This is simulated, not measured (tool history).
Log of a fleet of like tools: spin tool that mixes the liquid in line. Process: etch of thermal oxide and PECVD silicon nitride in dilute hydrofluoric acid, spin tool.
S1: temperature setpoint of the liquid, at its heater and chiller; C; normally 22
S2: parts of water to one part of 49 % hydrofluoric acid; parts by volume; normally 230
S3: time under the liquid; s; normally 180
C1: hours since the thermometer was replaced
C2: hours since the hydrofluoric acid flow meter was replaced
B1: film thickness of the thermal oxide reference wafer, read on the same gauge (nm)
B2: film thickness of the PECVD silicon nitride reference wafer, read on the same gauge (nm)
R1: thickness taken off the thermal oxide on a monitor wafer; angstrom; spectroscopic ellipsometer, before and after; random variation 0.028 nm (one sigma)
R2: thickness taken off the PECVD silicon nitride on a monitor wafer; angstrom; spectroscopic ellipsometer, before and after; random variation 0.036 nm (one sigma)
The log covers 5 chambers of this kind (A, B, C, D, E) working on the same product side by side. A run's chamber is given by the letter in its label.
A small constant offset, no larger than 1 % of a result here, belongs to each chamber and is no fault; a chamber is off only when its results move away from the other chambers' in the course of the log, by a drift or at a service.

Run 1A, hour 7.2: usual settings; C1 1265.7; C2 575.1; B1 39.999; B2 30.046. Result: R1 28.412 angstrom, R2 14.361 angstrom.
Run 2C, hour 14.3: usual settings; C1 503.7; C2 821; B1 40.017; B2 30.039. Result: R1 29.055 angstrom, R2 14.967 angstrom.
Run 3D, hour 22.9: usual settings; C1 962.8; C2 1675.6; B1 40.023; B2 30.047. Result: R1 27.904 angstrom, R2 14.435 angstrom.
Run 4E, hour 30.3: usual settings; C1 345.3; C2 858.4; B1 40.003; B2 29.974. Result: R1 28.447 angstrom, R2 14.539 angstrom.
Run 5B, hour 40.2: usual settings; C1 62.8; C2 424.8; B1 39.999; B2 30.016. Result: R1 28.205 angstrom, R2 14.552 angstrom.
Run 6E, hour 49.9: usual settings; C1 364.9; C2 878; B1 40.013; B2 30.055. Result: R1 27.616 angstrom, R2 14.104 angstrom.
Run 7B, hour 58.7: usual settings; C1 81.3; C2 443.3; B1 40.017; B2 29.948. Result: R1 28.589 angstrom, R2 14.574 angstrom.
Run 8C, hour 64.7: usual settings; C1 554.1; C2 871.4; B1 40.015; B2 29.978. Result: R1 28.782 angstrom, R2 14.325 angstrom.
Run 9D, hour 74.2: usual settings; C1 1014.1; C2 1726.9; B1 39.98; B2 29.97. Result: R1 28.24 angstrom, R2 14.187 angstrom.
Run 10A, hour 81.3: usual settings; C1 1339.8; C2 649.2; B1 40.003; B2 29.989. Result: R1 28.202 angstrom, R2 14.221 angstrom.
Run 11B, hour 90: usual settings but S1 18.5 C, S3 105 s; C1 112.6; C2 474.6; B1 39.985; B2 29.977. Result: R1 14.327 angstrom, R2 6.5269 angstrom.
Run 12A, hour 99.7: usual settings but S1 18.5 C, S3 105 s; C1 1358.2; C2 667.6; B1 40.004; B2 30.022. Result: R1 14.537 angstrom, R2 6.5548 angstrom.
At hour 108.7: chamber A: hydrofluoric acid flow meter replaced.
Run 13C, hour 110.3: usual settings but S1 18.5 C, S3 105 s; C1 599.7; C2 917; B1 40.012; B2 30.01. Result: R1 14.565 angstrom, R2 6.9049 angstrom.
Run 14E, hour 118.5: usual settings but S1 18.5 C, S3 105 s; C1 433.5; C2 946.6; B1 39.987; B2 30.019. Result: R1 14.374 angstrom, R2 6.4097 angstrom.
Run 15D, hour 123.5: usual settings but S1 18.5 C, S3 105 s; C1 1063.4; C2 1776.2; B1 39.969; B2 29.978. Result: R1 14.203 angstrom, R2 6.7012 angstrom.
Run 16D, hour 134.5: usual settings; C1 1074.4; C2 1787.2; B1 40.029; B2 30.001. Result: R1 27.835 angstrom, R2 14.613 angstrom.
Run 17C, hour 144.9: usual settings; C1 634.3; C2 951.6; B1 40.008; B2 30.023. Result: R1 28.746 angstrom, R2 14.539 angstrom.
Run 18B, hour 151.6: usual settings but S2 135 parts by volume; C1 174.2; C2 536.2; B1 40.011; B2 29.988. Result: R1 52.679 angstrom, R2 25.571 angstrom.
Run 19A, hour 159.5: usual settings but S2 135 parts by volume; C1 1418; C2 50.9; B1 40.044; B2 30.012. Result: R1 53.121 angstrom, R2 24.409 angstrom.
Run 20E, hour 169.9: usual settings but S2 135 parts by volume; C1 484.9; C2 998; B1 40.021; B2 30.035. Result: R1 53.794 angstrom, R2 24.047 angstrom.
Run 21A, hour 176.4: usual settings but S2 135 parts by volume; C1 1434.9; C2 67.8; B1 40.013; B2 29.985. Result: R1 54.221 angstrom, R2 24.724 angstrom.
At hour 176.7: chamber C: thermometer replaced.
Run 22D, hour 182.5: usual settings but S2 135 parts by volume; C1 1122.4; C2 1835.2; B1 40.001; B2 29.978. Result: R1 53.551 angstrom, R2 24.336 angstrom.
Run 23B, hour 188.1: usual settings; C1 210.7; C2 572.7; B1 40.005; B2 29.979. Result: R1 28.325 angstrom, R2 14.782 angstrom.
Run 24E, hour 195.2: usual settings; C1 510.2; C2 1023.3; B1 39.992; B2 29.972. Result: R1 27.982 angstrom, R2 14.611 angstrom.
Run 25C, hour 205.1: usual settings; C1 28.4; C2 1011.8; B1 39.99; B2 29.989. Result: R1 28.243 angstrom, R2 14.193 angstrom.
Run 26A, hour 210.8: usual settings; C1 1469.3; C2 102.2; B1 39.961; B2 29.987. Result: R1 28.156 angstrom, R2 14.041 angstrom.
Run 27D, hour 220.6: usual settings; C1 1160.5; C2 1873.3; B1 39.995; B2 30.007. Result: R1 28.588 angstrom, R2 15.018 angstrom.
Run 28B, hour 227.8: usual settings; C1 250.4; C2 612.4; B1 39.973; B2 30.025. Result: R1 27.685 angstrom, R2 14.748 angstrom.
Run 29E, hour 235.2: usual settings; C1 550.2; C2 1063.3; B1 40.01; B2 30.012. Result: R1 28.563 angstrom, R2 14.35 angstrom.
Run 30C, hour 246: usual settings; C1 69.3; C2 1052.7; B1 39.992; B2 29.956. Result: R1 28.72 angstrom, R2 13.839 angstrom.
Run 31B, hour 254.3: usual settings but S1 26 C, S2 140 parts by volume; C1 276.9; C2 638.9; B1 40.006; B2 29.986. Result: R1 58.739 angstrom, R2 31.04 angstrom.

Each of the 5 chambers runs these same settings next. Fill in every chamber's results:
Run 32A, hour 262.2: usual settings but S3 255 s. Result: R1 ?, R2 ?.
Run 32B, hour 262.2: usual settings but S3 255 s. Result: R1 ?, R2 ?.
Run 32C, hour 262.2: usual settings but S3 255 s. Result: R1 ?, R2 ?.
Run 32D, hour 262.2: usual settings but S3 255 s. Result: R1 ?, R2 ?.
Run 32E, hour 262.2: usual settings but S3 255 s. Result: R1 ?, R2 ?.

run      R1      R2
32A  40.196  20.669
32B  40.064  21.217
32C  40.501  20.872
32D  40.238   20.91
32E  40.666    20.6
